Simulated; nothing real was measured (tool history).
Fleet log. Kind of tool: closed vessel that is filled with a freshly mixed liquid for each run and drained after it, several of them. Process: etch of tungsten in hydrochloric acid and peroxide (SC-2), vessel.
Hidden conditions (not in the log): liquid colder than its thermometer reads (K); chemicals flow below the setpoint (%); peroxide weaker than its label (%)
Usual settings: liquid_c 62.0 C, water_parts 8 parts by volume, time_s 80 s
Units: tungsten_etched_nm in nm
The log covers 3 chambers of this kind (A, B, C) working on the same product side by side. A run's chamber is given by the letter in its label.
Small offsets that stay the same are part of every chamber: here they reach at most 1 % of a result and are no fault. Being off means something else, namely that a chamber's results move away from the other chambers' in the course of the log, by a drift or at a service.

run   hour  liquid_c  water_parts  time_s  hours since the thermometer was replaced  hours since the chemicals flow meter was replaced  hours since the drum of peroxide was connected  read-back film thickness of the tungsten reference wafer, read on the same gauge (nm)  tungsten_etched_nm
 1A    8.4      62.0            8      80                                    1861.7                                              375.8                                           905.8                                                                                 70.003              34.869
 2C   20.8      62.0            8      80                                    1148.6                                              532.6                                           117.4                                                                                 70.019              34.846
 3B   27.0      62.0            8      80                                     155.0                                              373.6                                           113.6                                                                                 69.958              34.783
 4B   35.4      62.0            8      80                                     163.4                                              382.0                                           122.0                                                                                 70.000              34.338
      47.9  -- chamber B: chemicals flow meter replaced
 5C   49.7      62.0            8      80                                    1177.5                                              561.5                                           146.3                                                                                 70.009              34.162
 6A   56.0      62.0            8      80                                    1909.3                                              423.4                                           953.4                                                                                 70.013              34.591
 7A   63.2      58.0            8      80                                    1916.5                                              430.6                                           960.6                                                                                 69.996              26.830
      71.4  -- chamber A: thermometer replaced
 8B   73.9      58.0            8      80                                     201.9                                               26.1                                           160.5                                                                                 70.005              26.728
 9C   82.5      58.0            8      80                                    1210.3                                              594.3                                           179.1                                                                                 70.033              27.054
10A   96.4      62.0            8      80                                      25.1                                              463.8                                           993.8                                                                                 70.017              34.463
11B  110.0      62.0            8      80                                     238.0                                               62.2                                           196.6                                                                                 69.978              34.351
12C  120.2      62.0            8     125                                    1248.0                                              632.0                                           216.8                                                                                 70.016              54.466
     121.8  -- chamber A: new drum of peroxide connected
13A  134.1      62.0            8     125                                      62.8                                              501.5                                            12.4                                                                                 69.985              54.366
14B  147.8      62.0            8     125                                     275.8                                              100.0                                           234.4                                                                                 70.030              51.671
15C  154.5      62.0            8      80                                    1282.3                                              666.3                                           251.1                                                                                 70.022              34.676
16C  163.8      62.0            8      80                                    1291.6                                              675.6                                           260.4                                                                                 69.998              34.403
17A  172.2      62.0            8      80                                     100.9                                              539.6                                            50.5                                                                                 69.965              34.655
18B  185.9      62.0            8      80                                     313.9                                              138.1                                           272.5                                                                                 70.009              33.237
19C  200.0      62.0            8      80                                    1327.8                                              711.8                                           296.6                                                                                 70.027              34.454
20B  212.3      62.0            8      80                                     340.3                                              164.5                                           298.9                                                                                 69.985              33.287
21A  225.9      62.0            8      80                                     154.6                                              593.3                                           104.2                                                                                 70.014              34.331
22C  235.0      62.0            8      80                                    1362.8                                              746.8                                           331.6                                                                                 69.974              34.864
23B  247.9      62.0            8      80                                     375.9                                              200.1                                           334.5                                                                                 70.013              32.640
24A  254.2      62.0            8      80                                     182.9                                              621.6                                           132.5                                                                                 69.985              34.248
25A  261.1      62.0            8      80                                     189.8                                              628.5                                           139.4                                                                                 70.003              34.953
26B  271.6      62.0            8      80                                     399.6                                              223.8                                           358.2                                                                                 70.007              32.185
27C  282.5      62.0            8      80                                    1410.3                                              794.3                                           379.1                                                                                 69.989              34.565
28C  289.2      62.0            8      80                                    1417.0                                              801.0                                           385.8                                                                                 70.002              34.362
29B  297.8      62.0            8      80                                     425.8                                              250.0                                           384.4                                                                                 69.990              32.164
30A  305.0      62.0            8      80                                     233.7                                              672.4                                           183.3                                                                                 70.012              34.442
31A  316.0      62.0            8      80                                     244.7                                              683.4                                           194.3                                                                                 70.024              34.320
32C  323.8      62.0            8      80                                    1451.6                                              835.6                                           420.4                                                                                 70.015              34.591
33B  332.2      65.5            8      80                                     460.2                                              284.4                                           418.8                                                                                 69.998              39.297
34B  341.4      65.5            8      80                                     469.4                                              293.6                                           428.0                                                                                 70.004              39.577
35A  349.9      65.5            8      80                                     278.6                                              717.3                                           228.2                                                                                 69.963              43.340
36C  363.9      62.0            8      80                                    1491.7                                              875.7                                           460.5                                                                                 69.997              34.968
37C  372.8      62.0            8      80                                    1500.6                                              884.6                                           469.4                                                                                 70.004              35.119
38B  382.7      62.0            8      80                                     510.7                                              334.9                                           469.3                                                                                 70.006              31.359
39A  393.3      62.0            8      80                                     322.0                                              760.7                                           271.6                                                                                 70.015              34.261
40B  405.2      62.0            8      80                                     533.2                                              357.4                                           491.8                                                                                 70.027              31.265
     406.4  -- chamber C: thermometer replaced
41A  417.5      52.5            8      80                                     346.2                                              784.9                                           295.8                                                                                 70.002              18.608
42C  431.8      52.5            8      80                                      25.4                                              943.6                                           528.4                                                                                 70.016              19.225

The same settings go to every chamber for the next run, one line per chamber below. Forecast the results for each:
43A  442.1      62.0            8      80                                                                                                                                                                                                                                                       ?
43B  442.1      62.0            8      80                                                                                                                                                                                                                                                       ?
43C  442.1      62.0            8      80                                                                                                                                                                                                                                                       ?

run  tungsten_etched_nm
43A              33.904
43B              30.519
43C              34.431

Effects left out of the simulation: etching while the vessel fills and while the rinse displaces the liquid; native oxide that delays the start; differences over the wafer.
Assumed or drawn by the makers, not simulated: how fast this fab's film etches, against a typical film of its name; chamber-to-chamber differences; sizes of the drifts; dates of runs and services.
